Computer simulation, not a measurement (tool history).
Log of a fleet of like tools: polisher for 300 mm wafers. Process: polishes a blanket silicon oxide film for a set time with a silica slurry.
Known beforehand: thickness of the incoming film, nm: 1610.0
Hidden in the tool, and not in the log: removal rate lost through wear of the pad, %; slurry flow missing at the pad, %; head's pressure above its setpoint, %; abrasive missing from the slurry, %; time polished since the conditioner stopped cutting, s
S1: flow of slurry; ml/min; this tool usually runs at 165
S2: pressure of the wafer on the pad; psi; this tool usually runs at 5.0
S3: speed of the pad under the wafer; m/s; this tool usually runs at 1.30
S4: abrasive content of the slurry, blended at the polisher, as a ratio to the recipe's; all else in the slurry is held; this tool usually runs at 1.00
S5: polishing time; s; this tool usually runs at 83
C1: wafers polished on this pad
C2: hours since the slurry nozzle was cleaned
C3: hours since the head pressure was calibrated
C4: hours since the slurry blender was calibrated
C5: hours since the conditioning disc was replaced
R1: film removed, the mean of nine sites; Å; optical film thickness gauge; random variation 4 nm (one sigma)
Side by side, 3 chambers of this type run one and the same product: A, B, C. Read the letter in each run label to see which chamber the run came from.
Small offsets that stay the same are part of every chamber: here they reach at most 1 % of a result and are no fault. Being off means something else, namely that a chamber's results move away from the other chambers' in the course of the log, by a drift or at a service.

{"day": 0.138, "done": "chamber B: slurry blender recalibrated"}
{"run": "1B", "day": 0.512, "S1": 165, "S2": 5.0, "S3": 1.3, "S4": 1.0, "S5": 83, "C1": 729, "C2": 634.2, "C3": 938.2, "C4": 9.1, "C5": 387.3, "R1": 3225.1}
{"day": 0.808, "done": "chamber C: slurry blender recalibrated"}
{"run": "2A", "day": 0.808, "S1": 165, "S2": 5.0, "S3": 1.3, "S4": 1.0, "S5": 83, "C1": 731, "C2": 368.6, "C3": 65.2, "C4": 30.4, "C5": 124.7, "R1": 3193.4}
{"day": 0.975, "done": "chamber B: worn pad replaced by a new one"}
{"day": 1.242, "done": "chamber A: worn pad replaced by a new one"}
{"run": "3C", "day": 1.242, "S1": 165, "S2": 5.0, "S3": 1.3, "S4": 1.0, "S5": 83, "C1": 685, "C2": 45.6, "C3": 433.6, "C4": 10.4, "C5": 210.4, "R1": 3175.3}
{"run": "4C", "day": 1.658, "S1": 165, "S2": 5.0, "S3": 1.3, "S4": 1.0, "S5": 83, "C1": 776, "C2": 55.6, "C3": 443.6, "C4": 20.4, "C5": 220.4, "R1": 3162.7}
{"run": "5A", "day": 1.971, "S1": 165, "S2": 5.0, "S3": 1.3, "S4": 1.0, "S5": 83, "C1": 159, "C2": 396.5, "C3": 93.1, "C4": 58.3, "C5": 152.6, "R1": 3313.5}
{"day": 2.238, "done": "chamber B: slurry nozzle cleaned"}
{"run": "6B", "day": 2.55, "S1": 165, "S2": 5.0, "S3": 1.3, "S4": 1.0, "S5": 83, "C1": 344, "C2": 7.6, "C3": 987.1, "C4": 58.0, "C5": 436.2, "R1": 3173.3}
{"run": "7C", "day": 3.075, "S1": 165, "S2": 5.0, "S3": 1.3, "S4": 1.0, "S5": 83, "C1": 1085, "C2": 89.6, "C3": 477.6, "C4": 54.4, "C5": 254.4, "R1": 3109.9}
{"day": 3.242, "done": "chamber C: worn pad replaced by a new one"}
{"day": 3.338, "done": "chamber B: conditioning disc replaced and pad reconditioned"}
{"run": "8A", "day": 3.433, "S1": 165, "S2": 5.0, "S3": 1.3, "S4": 1.0, "S5": 83, "C1": 478, "C2": 431.6, "C3": 128.2, "C4": 93.4, "C5": 187.7, "R1": 3186.8}
{"run": "9B", "day": 3.896, "S1": 165, "S2": 5.0, "S3": 1.3, "S4": 1.0, "S5": 83, "C1": 637, "C2": 39.9, "C3": 1019.4, "C4": 90.3, "C5": 13.4, "R1": 3216.8}
{"run": "10B", "day": 4.371, "S1": 165, "S2": 5.0, "S3": 1.3, "S4": 1.0, "S5": 83, "C1": 741, "C2": 51.3, "C3": 1030.8, "C4": 101.7, "C5": 24.8, "R1": 3208.0}
{"day": 4.4, "done": "chamber A: worn pad replaced by a new one"}
{"day": 4.421, "done": "chamber B: slurry blender recalibrated"}
{"day": 4.662, "done": "chamber B: worn pad replaced by a new one"}
{"run": "11C", "day": 4.738, "S1": 140, "S2": 5.0, "S3": 1.3, "S4": 1.0, "S5": 100, "C1": 327, "C2": 129.5, "C3": 517.5, "C4": 94.3, "C5": 294.3, "R1": 3735.0}
{"run": "12A", "day": 5.338, "S1": 140, "S2": 5.0, "S3": 1.3, "S4": 1.0, "S5": 100, "C1": 204, "C2": 477.3, "C3": 173.9, "C4": 139.1, "C5": 233.4, "R1": 3824.9}
{"run": "13B", "day": 5.742, "S1": 140, "S2": 5.0, "S3": 1.3, "S4": 1.0, "S5": 100, "C1": 236, "C2": 84.2, "C3": 1063.7, "C4": 31.8, "C5": 57.7, "R1": 3757.6}
{"day": 6.3, "done": "chamber C: head pressure recalibrated"}
{"run": "14C", "day": 6.321, "S1": 165, "S2": 5.0, "S3": 1.3, "S4": 1.15, "S5": 110, "C1": 672, "C2": 167.5, "C3": 0.6, "C4": 132.3, "C5": 332.3, "R1": 4475.5}
{"day": 6.367, "done": "chamber A: slurry blender recalibrated"}
{"run": "15A", "day": 6.742, "S1": 165, "S2": 5.0, "S3": 1.3, "S4": 1.15, "S5": 110, "C1": 511, "C2": 511.0, "C3": 207.6, "C4": 9.1, "C5": 267.1, "R1": 4568.7}
{"run": "16A", "day": 7.133, "S1": 165, "S2": 5.0, "S3": 1.3, "S4": 1.15, "S5": 110, "C1": 596, "C2": 520.4, "C3": 217.0, "C4": 18.5, "C5": 276.5, "R1": 4523.8}
{"day": 7.208, "done": "chamber C: conditioning disc replaced and pad reconditioned"}
{"day": 7.338, "done": "chamber C: slurry blender recalibrated"}
{"day": 7.362, "done": "chamber C: worn pad replaced by a new one"}
{"run": "17C", "day": 7.525, "S1": 165, "S2": 5.0, "S3": 1.3, "S4": 1.0, "S5": 83, "C1": 36, "C2": 196.4, "C3": 29.5, "C4": 4.5, "C5": 7.6, "R1": 3135.0}
{"day": 7.679, "done": "chamber A: worn pad replaced by a new one"}
{"day": 7.85, "done": "chamber B: worn pad replaced by a new one"}
{"run": "18B", "day": 7.988, "S1": 165, "S2": 5.0, "S3": 1.3, "S4": 1.0, "S5": 83, "C1": 30, "C2": 138.1, "C3": 1117.6, "C4": 85.7, "C5": 111.6, "R1": 3249.5}
{"run": "19C", "day": 8.254, "S1": 165, "S2": 5.0, "S3": 1.3, "S4": 1.0, "S5": 83, "C1": 195, "C2": 213.9, "C3": 47.0, "C4": 22.0, "C5": 25.1, "R1": 3124.5}
{"day": 8.346, "done": "chamber C: slurry nozzle cleaned"}
{"run": "20A", "day": 8.688, "S1": 165, "S2": 5.0, "S3": 1.3, "S4": 1.0, "S5": 83, "C1": 220, "C2": 557.7, "C3": 254.3, "C4": 55.8, "C5": 313.8, "R1": 3223.4}
{"day": 9.012, "done": "chamber B: slurry blender recalibrated"}
{"run": "21B", "day": 9.204, "S1": 165, "S2": 6.1, "S3": 1.3, "S4": 1.0, "S5": 67, "C1": 295, "C2": 167.3, "C3": 1146.8, "C4": 4.7, "C5": 140.8, "R1": 3139.5}
{"run": "22C", "day": 9.538, "S1": 165, "S2": 6.1, "S3": 1.3, "S4": 1.0, "S5": 67, "C1": 475, "C2": 28.7, "C3": 77.8, "C4": 52.8, "C5": 55.9, "R1": 3130.9}
{"run": "23B", "day": 9.971, "S1": 165, "S2": 6.1, "S3": 1.3, "S4": 1.0, "S5": 67, "C1": 463, "C2": 185.7, "C3": 1165.2, "C4": 23.1, "C5": 159.2, "R1": 3162.7}
{"run": "24A", "day": 10.35, "S1": 165, "S2": 5.0, "S3": 1.3, "S4": 1.0, "S5": 83, "C1": 583, "C2": 597.6, "C3": 294.2, "C4": 95.7, "C5": 353.7, "R1": 3220.3}
{"day": 10.542, "done": "chamber A: worn pad replaced by a new one"}
{"run": "25B", "day": 10.775, "S1": 165, "S2": 5.0, "S3": 1.3, "S4": 1.0, "S5": 83, "C1": 638, "C2": 205.0, "C3": 1184.5, "C4": 42.4, "C5": 178.5, "R1": 3148.9}
{"day": 11.083, "done": "chamber B: worn pad replaced by a new one"}
{"run": "26C", "day": 11.108, "S1": 165, "S2": 5.0, "S3": 1.3, "S4": 1.0, "S5": 83, "C1": 818, "C2": 66.4, "C3": 115.5, "C4": 90.5, "C5": 93.6, "R1": 3127.0}
{"day": 11.375, "done": "chamber A: slurry nozzle cleaned"}
{"day": 11.483, "done": "chamber C: worn pad replaced by a new one"}
{"run": "27A", "day": 11.567, "S1": 165, "S2": 5.0, "S3": 1.3, "S4": 1.0, "S5": 97, "C1": 223, "C2": 4.7, "C3": 323.4, "C4": 124.9, "C5": 382.9, "R1": 3771.6}
{"run": "28B", "day": 12.167, "S1": 165, "S2": 5.0, "S3": 1.3, "S4": 1.0, "S5": 97, "C1": 236, "C2": 238.4, "C3": 1217.9, "C4": 75.8, "C5": 211.9, "R1": 3772.1}
{"run": "29A", "day": 12.638, "S1": 165, "S2": 5.0, "S3": 1.3, "S4": 1.0, "S5": 97, "C1": 457, "C2": 30.4, "C3": 349.1, "C4": 150.6, "C5": 408.6, "R1": 3798.9}
{"run": "30C", "day": 13.071, "S1": 165, "S2": 5.0, "S3": 1.3, "S4": 1.0, "S5": 83, "C1": 347, "C2": 113.5, "C3": 162.6, "C4": 137.6, "C5": 140.7, "R1": 3180.0}
{"run": "31A", "day": 13.608, "S1": 165, "S2": 5.0, "S3": 1.3, "S4": 1.0, "S5": 83, "C1": 669, "C2": 53.7, "C3": 372.4, "C4": 173.9, "C5": 431.9, "R1": 3272.2}
{"day": 13.862, "done": "chamber A: slurry blender recalibrated"}
{"day": 13.938, "done": "chamber B: slurry blender recalibrated"}
{"run": "32B", "day": 13.983, "S1": 165, "S2": 5.0, "S3": 1.3, "S4": 1.0, "S5": 83, "C1": 633, "C2": 282.0, "C3": 1261.5, "C4": 1.2, "C5": 255.5, "R1": 3218.6}
{"day": 14.167, "done": "chamber A: worn pad replaced by a new one"}
{"run": "33C", "day": 14.321, "S1": 165, "S2": 5.0, "S3": 1.3, "S4": 1.0, "S5": 83, "C1": 619, "C2": 143.5, "C3": 192.6, "C4": 167.6, "C5": 170.7, "R1": 3135.5}
{"run": "34B", "day": 14.688, "S1": 165, "S2": 6.1, "S3": 1.62, "S4": 1.0, "S5": 83, "C1": 786, "C2": 298.9, "C3": 1278.4, "C4": 18.1, "C5": 272.4, "R1": 4766.6}
{"day": 14.758, "done": "chamber A: head pressure recalibrated"}
{"day": 15.112, "done": "chamber C: slurry blender recalibrated"}
{"run": "35A", "day": 15.271, "S1": 165, "S2": 6.1, "S3": 1.62, "S4": 1.0, "S5": 83, "C1": 241, "C2": 93.6, "C3": 12.4, "C4": 33.8, "C5": 471.8, "R1": 4778.4}
{"day": 15.508, "done": "chamber C: worn pad replaced by a new one"}
{"run": "36C", "day": 15.854, "S1": 165, "S2": 6.1, "S3": 1.62, "S4": 1.0, "S5": 83, "C1": 76, "C2": 180.3, "C3": 229.4, "C4": 17.9, "C5": 207.5, "R1": 4538.7}
{"run": "37C", "day": 16.171, "S1": 165, "S2": 5.0, "S3": 1.3, "S4": 1.0, "S5": 83, "C1": 145, "C2": 187.9, "C3": 237.0, "C4": 25.5, "C5": 215.1, "R1": 3226.7}
{"run": "38A", "day": 16.588, "S1": 165, "S2": 5.0, "S3": 1.3, "S4": 1.0, "S5": 83, "C1": 528, "C2": 125.2, "C3": 44.0, "C4": 65.4, "C5": 503.4, "R1": 3188.1}

Read the log: is a single chamber off, either drifting away or since a service, is the gauge that measures every chamber drifting, or is nothing wrong beyond small per-chamber offsets? Name any odd chamber and what most likely caused it.

Beyond each chamber's small constant offset nothing stands out, and the gauge stays steady.
